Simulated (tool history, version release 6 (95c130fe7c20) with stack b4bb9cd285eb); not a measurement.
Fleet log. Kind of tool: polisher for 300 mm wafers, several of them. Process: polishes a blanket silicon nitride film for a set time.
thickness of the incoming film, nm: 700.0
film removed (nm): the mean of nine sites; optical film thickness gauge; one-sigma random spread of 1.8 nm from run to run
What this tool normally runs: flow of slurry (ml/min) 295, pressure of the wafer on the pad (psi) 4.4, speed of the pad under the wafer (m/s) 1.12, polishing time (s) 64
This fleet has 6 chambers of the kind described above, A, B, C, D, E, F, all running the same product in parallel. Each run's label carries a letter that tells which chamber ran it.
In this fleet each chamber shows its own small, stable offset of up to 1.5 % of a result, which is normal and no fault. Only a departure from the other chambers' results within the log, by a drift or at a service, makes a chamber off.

run,day,flow of slurry (ml/min),pressure of the wafer on the pad (psi),speed of the pad under the wafer (m/s),polishing time (s),film removed (nm)
# day 0.046: chamber D: worn pad replaced by a new one
1D,0.362,295,4.4,1.12,64,160.730
# day 0.588: chamber A: head pressure recalibrated
2F,0.596,295,4.4,1.12,64,158.670
3B,0.842,295,4.4,1.12,64,160.060
4E,1.171,295,4.4,1.12,64,158.330
# day 1.229: chamber B: worn pad replaced by a new one
5C,1.392,295,4.4,1.12,64,160.420
# day 1.533: chamber A: worn pad replaced by a new one
6A,1.654,295,4.4,1.12,64,161.820
# day 1.808: chamber B: head pressure recalibrated
7B,1.950,295,3.6,1.12,64,126.720
8E,2.183,295,3.6,1.12,64,130.390
# day 2.338: chamber C: worn pad replaced by a new one
9F,2.546,295,3.6,1.12,64,129.110
# day 2.588: chamber C: slurry nozzle cleaned
10C,2.825,295,3.6,1.12,64,130.260
11D,3.183,295,3.6,1.12,64,129.230
# day 3.317: chamber D: worn pad replaced by a new one
12A,3.475,295,3.6,1.12,64,131.550
# day 3.600: chamber B: worn pad replaced by a new one
13C,3.696,295,4.4,1.12,64,159.840
14D,4.054,295,4.4,1.12,64,159.140
# day 4.117: chamber E: worn pad replaced by a new one
15F,4.333,295,4.4,0.80,54,101.290
16A,4.546,295,4.4,0.80,54,106.520
17B,4.762,295,4.4,0.80,54,102.740
18E,5.025,295,4.4,0.80,54,100.840
19F,5.267,295,4.4,0.80,54,103.370
20C,5.450,295,4.4,0.80,54,103.250
# day 5.712: chamber F: worn pad replaced by a new one
21A,5.783,295,4.4,1.12,64,161.190
# day 6.012: chamber E: head pressure recalibrated
22D,6.058,295,4.4,1.12,64,156.760
23B,6.412,295,4.4,1.12,64,156.300
# day 6.438: chamber B: worn pad replaced by a new one
24E,6.583,295,3.1,0.74,64,86.558
25B,6.758,295,3.1,0.74,64,79.600
26E,6.988,295,3.1,0.74,64,84.905
# day 7.050: chamber D: worn pad replaced by a new one
27C,7.258,295,3.1,0.74,64,81.455
28D,7.562,295,3.1,0.74,64,79.777
# day 7.729: chamber A: worn pad replaced by a new one
29F,7.825,295,3.1,0.74,64,79.932
30A,7.992,295,4.4,1.12,64,162.890
# day 8.296: chamber E: worn pad replaced by a new one
31B,8.321,295,4.4,1.12,64,157.230
32D,8.688,295,4.4,1.12,64,157.140
# day 8.725: chamber C: worn pad replaced by a new one
33C,8.875,295,4.4,1.12,64,160.490
# day 8.888: chamber F: slurry nozzle cleaned
34E,9.167,295,4.4,1.12,64,171.620
35A,9.479,295,4.4,1.12,64,162.800
36F,9.675,295,4.4,1.12,64,158.180
37E,9.938,370,4.4,1.50,64,218.510
38F,10.175,370,4.4,1.50,64,206.810
39D,10.442,370,4.4,1.50,64,202.550
40A,10.767,370,4.4,1.50,64,212.420

What goes on in this fleet: one chamber off, a drifting gauge, or nothing beyond the chambers' own small offsets? Name the chamber and the cause, if any.

The work done on chamber E during a service left it standing apart from the others.
Most likely cause: head's pressure above its setpoint, % = 8.06.

Below are 4 candidate recipes for chamber E's next run, each the usual settings with a change, their results shown as question marks. Which of them brings E's results back in line with what the other chambers give on the usual settings?
To be in line, a result may differ from the other chambers' mean on the usual settings by at most: film removed (nm) 6.300
41E-1,11.033,295,4.4,1.04,59,?
41E-2,11.033,295,4.4,1.20,69,?
41E-3,11.033,295,4.3,1.12,62,?
41E-4,11.033,295,4.5,1.14,65,?

The other chambers' mean on the usual settings: film removed (nm) 160.150
run,film removed (nm)
41E-1,148.570
41E-2,195.160
41E-3,162.010
41E-4,180.390
41E-3 brings the chamber back in line.
